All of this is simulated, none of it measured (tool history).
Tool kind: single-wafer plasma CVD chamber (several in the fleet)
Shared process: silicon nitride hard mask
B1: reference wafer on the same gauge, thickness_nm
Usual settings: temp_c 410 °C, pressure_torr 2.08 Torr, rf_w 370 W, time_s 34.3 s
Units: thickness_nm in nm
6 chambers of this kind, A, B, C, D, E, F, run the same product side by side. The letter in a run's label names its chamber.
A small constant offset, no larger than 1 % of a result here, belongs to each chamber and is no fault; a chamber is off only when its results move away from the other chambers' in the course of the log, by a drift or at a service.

{"run": "1B", "hour": 5.1, "temp_c": 410, "pressure_torr": 2.08, "rf_w": 370, "time_s": 34.3, "B1": 39.601, "thickness_nm": 48.098}
{"run": "2E", "hour": 10.4, "temp_c": 410, "pressure_torr": 2.08, "rf_w": 370, "time_s": 34.3, "B1": 39.61, "thickness_nm": 48.285}
{"run": "3A", "hour": 16.2, "temp_c": 410, "pressure_torr": 2.08, "rf_w": 370, "time_s": 34.3, "B1": 39.616, "thickness_nm": 48.63}
{"run": "4D", "hour": 22.1, "temp_c": 410, "pressure_torr": 2.08, "rf_w": 370, "time_s": 34.3, "B1": 39.64, "thickness_nm": 48.436}
{"run": "5F", "hour": 28.1, "temp_c": 410, "pressure_torr": 2.08, "rf_w": 370, "time_s": 34.3, "B1": 39.627, "thickness_nm": 48.279}
{"run": "6C", "hour": 31.3, "temp_c": 410, "pressure_torr": 2.08, "rf_w": 370, "time_s": 34.3, "B1": 39.657, "thickness_nm": 48.068}
{"run": "7F", "hour": 36.7, "temp_c": 410, "pressure_torr": 2.08, "rf_w": 370, "time_s": 31.6, "B1": 39.642, "thickness_nm": 44.619}
{"hour": 38.9, "done": "chamber E: thermocouple changed; heater temperature recalibrated"}
{"run": "8A", "hour": 42.1, "temp_c": 410, "pressure_torr": 2.08, "rf_w": 370, "time_s": 31.6, "B1": 39.665, "thickness_nm": 44.733}
{"run": "9C", "hour": 46.1, "temp_c": 410, "pressure_torr": 2.08, "rf_w": 370, "time_s": 31.6, "B1": 39.664, "thickness_nm": 44.237}
{"run": "10B", "hour": 49.1, "temp_c": 410, "pressure_torr": 2.08, "rf_w": 370, "time_s": 31.6, "B1": 39.673, "thickness_nm": 44.599}
{"run": "11E", "hour": 54.9, "temp_c": 410, "pressure_torr": 2.08, "rf_w": 370, "time_s": 31.6, "B1": 39.668, "thickness_nm": 44.572}
{"run": "12D", "hour": 59.3, "temp_c": 410, "pressure_torr": 2.08, "rf_w": 370, "time_s": 31.6, "B1": 39.687, "thickness_nm": 44.625}
{"run": "13A", "hour": 65.5, "temp_c": 410, "pressure_torr": 2.08, "rf_w": 370, "time_s": 34.3, "B1": 39.689, "thickness_nm": 48.66}
{"run": "14B", "hour": 71.2, "temp_c": 410, "pressure_torr": 2.08, "rf_w": 370, "time_s": 34.3, "B1": 39.688, "thickness_nm": 48.323}
{"run": "15C", "hour": 77.3, "temp_c": 410, "pressure_torr": 2.08, "rf_w": 370, "time_s": 34.3, "B1": 39.683, "thickness_nm": 48.094}
{"run": "16E", "hour": 81.0, "temp_c": 410, "pressure_torr": 2.08, "rf_w": 370, "time_s": 34.3, "B1": 39.732, "thickness_nm": 48.467}
{"run": "17D", "hour": 86.2, "temp_c": 410, "pressure_torr": 2.08, "rf_w": 370, "time_s": 34.3, "B1": 39.731, "thickness_nm": 48.47}
{"run": "18F", "hour": 90.2, "temp_c": 410, "pressure_torr": 2.08, "rf_w": 370, "time_s": 34.3, "B1": 39.733, "thickness_nm": 48.478}
{"run": "19D", "hour": 94.8, "temp_c": 410, "pressure_torr": 2.54, "rf_w": 440, "time_s": 34.3, "B1": 39.728, "thickness_nm": 56.845}
{"run": "20E", "hour": 99.4, "temp_c": 410, "pressure_torr": 2.54, "rf_w": 440, "time_s": 34.3, "B1": 39.742, "thickness_nm": 56.507}
{"run": "21C", "hour": 103.7, "temp_c": 410, "pressure_torr": 2.54, "rf_w": 440, "time_s": 34.3, "B1": 39.748, "thickness_nm": 56.007}
{"run": "22A", "hour": 107.5, "temp_c": 410, "pressure_torr": 2.54, "rf_w": 440, "time_s": 34.3, "B1": 39.755, "thickness_nm": 56.792}
{"run": "23F", "hour": 112.5, "temp_c": 410, "pressure_torr": 2.54, "rf_w": 440, "time_s": 34.3, "B1": 39.755, "thickness_nm": 56.489}
{"run": "24B", "hour": 115.3, "temp_c": 410, "pressure_torr": 2.54, "rf_w": 440, "time_s": 34.3, "B1": 39.76, "thickness_nm": 56.393}
{"run": "25C", "hour": 119.8, "temp_c": 410, "pressure_torr": 2.08, "rf_w": 370, "time_s": 34.3, "B1": 39.763, "thickness_nm": 48.297}
{"run": "26B", "hour": 123.1, "temp_c": 410, "pressure_torr": 2.08, "rf_w": 370, "time_s": 34.3, "B1": 39.757, "thickness_nm": 48.37}
{"run": "27F", "hour": 128.6, "temp_c": 410, "pressure_torr": 2.08, "rf_w": 370, "time_s": 34.3, "B1": 39.762, "thickness_nm": 48.535}
{"run": "28A", "hour": 131.8, "temp_c": 410, "pressure_torr": 2.08, "rf_w": 370, "time_s": 34.3, "B1": 39.77, "thickness_nm": 48.811}
{"run": "29D", "hour": 137.6, "temp_c": 410, "pressure_torr": 2.08, "rf_w": 370, "time_s": 34.3, "B1": 39.808, "thickness_nm": 48.633}
{"run": "30E", "hour": 143.2, "temp_c": 410, "pressure_torr": 2.08, "rf_w": 370, "time_s": 34.3, "B1": 39.806, "thickness_nm": 48.522}
{"run": "31E", "hour": 147.1, "temp_c": 410, "pressure_torr": 2.08, "rf_w": 395, "time_s": 34.3, "B1": 39.788, "thickness_nm": 50.523}
{"run": "32D", "hour": 150.2, "temp_c": 410, "pressure_torr": 2.08, "rf_w": 395, "time_s": 34.3, "B1": 39.81, "thickness_nm": 50.751}
{"run": "33A", "hour": 155.8, "temp_c": 410, "pressure_torr": 2.08, "rf_w": 395, "time_s": 34.3, "B1": 39.803, "thickness_nm": 50.811}
{"run": "34F", "hour": 161.0, "temp_c": 410, "pressure_torr": 2.08, "rf_w": 395, "time_s": 34.3, "B1": 39.82, "thickness_nm": 50.413}
{"run": "35C", "hour": 166.1, "temp_c": 410, "pressure_torr": 2.08, "rf_w": 395, "time_s": 34.3, "B1": 39.826, "thickness_nm": 50.208}
{"run": "36B", "hour": 170.5, "temp_c": 410, "pressure_torr": 2.08, "rf_w": 395, "time_s": 34.3, "B1": 39.848, "thickness_nm": 50.456}
{"run": "37A", "hour": 173.9, "temp_c": 422, "pressure_torr": 1.78, "rf_w": 370, "time_s": 34.3, "B1": 39.831, "thickness_nm": 46.608}
{"run": "38E", "hour": 178.2, "temp_c": 422, "pressure_torr": 1.78, "rf_w": 370, "time_s": 34.3, "B1": 39.856, "thickness_nm": 46.349}
{"run": "39C", "hour": 182.8, "temp_c": 422, "pressure_torr": 1.78, "rf_w": 370, "time_s": 34.3, "B1": 39.841, "thickness_nm": 45.989}
{"run": "40F", "hour": 188.1, "temp_c": 422, "pressure_torr": 1.78, "rf_w": 370, "time_s": 34.3, "B1": 39.851, "thickness_nm": 46.282}
{"run": "41B", "hour": 192.4, "temp_c": 422, "pressure_torr": 1.78, "rf_w": 370, "time_s": 34.3, "B1": 39.874, "thickness_nm": 46.271}
{"run": "42D", "hour": 195.5, "temp_c": 422, "pressure_torr": 1.78, "rf_w": 370, "time_s": 34.3, "B1": 39.861, "thickness_nm": 46.443}
{"run": "43B", "hour": 198.3, "temp_c": 410, "pressure_torr": 2.53, "rf_w": 370, "time_s": 34.3, "B1": 39.866, "thickness_nm": 50.833}

Next, every chamber runs the same settings. What will each give?
{"run": "44A", "hour": 202.8, "temp_c": 410, "pressure_torr": 2.08, "rf_w": 370, "time_s": 34.3, "thickness_nm": "?"}
{"run": "44B", "hour": 202.8, "temp_c": 410, "pressure_torr": 2.08, "rf_w": 370, "time_s": 34.3, "thickness_nm": "?"}
{"run": "44C", "hour": 202.8, "temp_c": 410, "pressure_torr": 2.08, "rf_w": 370, "time_s": 34.3, "thickness_nm": "?"}
{"run": "44D", "hour": 202.8, "temp_c": 410, "pressure_torr": 2.08, "rf_w": 370, "time_s": 34.3, "thickness_nm": "?"}
{"run": "44E", "hour": 202.8, "temp_c": 410, "pressure_torr": 2.08, "rf_w": 370, "time_s": 34.3, "thickness_nm": "?"}
{"run": "44F", "hour": 202.8, "temp_c": 410, "pressure_torr": 2.08, "rf_w": 370, "time_s": 34.3, "thickness_nm": "?"}

run=44A thickness_nm=48.943
run=44B thickness_nm=48.581
run=44C thickness_nm=48.232
run=44D thickness_nm=48.794
run=44E thickness_nm=48.758
run=44F thickness_nm=48.667
